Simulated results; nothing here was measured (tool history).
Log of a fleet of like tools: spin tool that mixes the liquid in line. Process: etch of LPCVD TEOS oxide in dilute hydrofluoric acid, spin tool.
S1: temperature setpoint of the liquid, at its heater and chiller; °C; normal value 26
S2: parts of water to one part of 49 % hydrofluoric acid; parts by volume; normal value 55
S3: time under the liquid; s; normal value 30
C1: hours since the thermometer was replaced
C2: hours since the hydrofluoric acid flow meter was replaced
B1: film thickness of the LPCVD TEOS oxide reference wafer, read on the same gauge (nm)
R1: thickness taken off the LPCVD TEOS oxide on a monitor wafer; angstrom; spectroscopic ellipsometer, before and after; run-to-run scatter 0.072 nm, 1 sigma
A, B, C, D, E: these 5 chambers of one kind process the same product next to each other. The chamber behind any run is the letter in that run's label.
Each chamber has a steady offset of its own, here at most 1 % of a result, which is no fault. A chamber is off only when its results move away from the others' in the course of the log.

run   hour    S1  S2  S3      C1      C2      B1      R1
 1E    4.8    26  55  30  1657.7   294.3  110.01   136.1
 2B    8.9    26  55  30   714.7   936.8     110  138.19
 3D   12.8    26  55  30    84.7   391.8  109.99  135.57
 4C     17    26  55  30   187.9  1458.5  110.01  135.77
 5A   20.3    26  55  30  1023.1   971.8     110  134.75
 6C   24.4  23.5  55  45   195.3  1465.9  110.01  184.37
 7D   28.1  23.5  55  45     100   407.1     110  185.18
 8B   31.1  23.5  55  45   736.9     959  110.02  184.72
 9A   35.4  23.5  55  45  1038.2   986.9  109.99  181.31
10E   39.4  23.5  55  45  1692.3   328.9  110.02   184.3
11E   43.6    26  55  30  1696.5   333.1     110  135.72
12C   46.8    26  55  30   217.7  1488.3  109.99  136.31
13A   50.6    26  55  30  1053.4  1002.1  109.99  135.44
14B   54.4    26  55  30   760.2   982.3  110.02  137.23
15D   57.9    26  55  30   129.8   436.9  109.98  134.51
16A   61.5    26  40  20  1064.3    1013     110  124.23
17D   65.4    26  40  20   137.3   444.4     110  125.82
18B   69.2    26  40  20     775   997.1     110  128.89
19E   73.4    26  40  20  1726.3   362.9  109.99  126.99
20C   78.3    26  40  20   249.2  1519.8  109.98  125.59
21E   81.7    26  55  30  1734.6   371.2  110.01  136.12
22A   84.7    29  55  30  1087.5  1036.2  110.02  150.91
23D   89.6    29  55  30   161.5   468.6  109.98  154.44
24B   91.8    29  55  30   797.6  1019.7  110.01  155.47
      93.5  -- chamber E: thermometer replaced
25C   96.3    29  55  30   267.2  1537.8  110.01  153.72
26C  100.5    29  55  30   271.4    1542  110.01  153.07
27A  103.9    26  85  30  1106.7  1055.4  109.99  83.656
28D  106.8    26  85  30   178.7   485.8  110.01  84.587
29B  110.9    26  85  30   816.7  1038.8     110  84.411
30E  115.1    26  85  30    21.7   404.6  109.99  83.785
31D  119.7    26  85  30   191.6   498.7     110  84.601
32E  124.2    26  55  30    30.8   413.7  110.01  134.55
33B  128.3    26  55  30   834.1  1056.2  109.99  135.77
34A  132.7    24  55  50  1135.5  1084.2  110.02  207.83

Is one chamber off against the others, does the gauge drift, or is nothing wrong? If a chamber is off, say which, and what the likeliest cause is.

No chamber stands off beyond its own small offset, and the gauge holds steady.
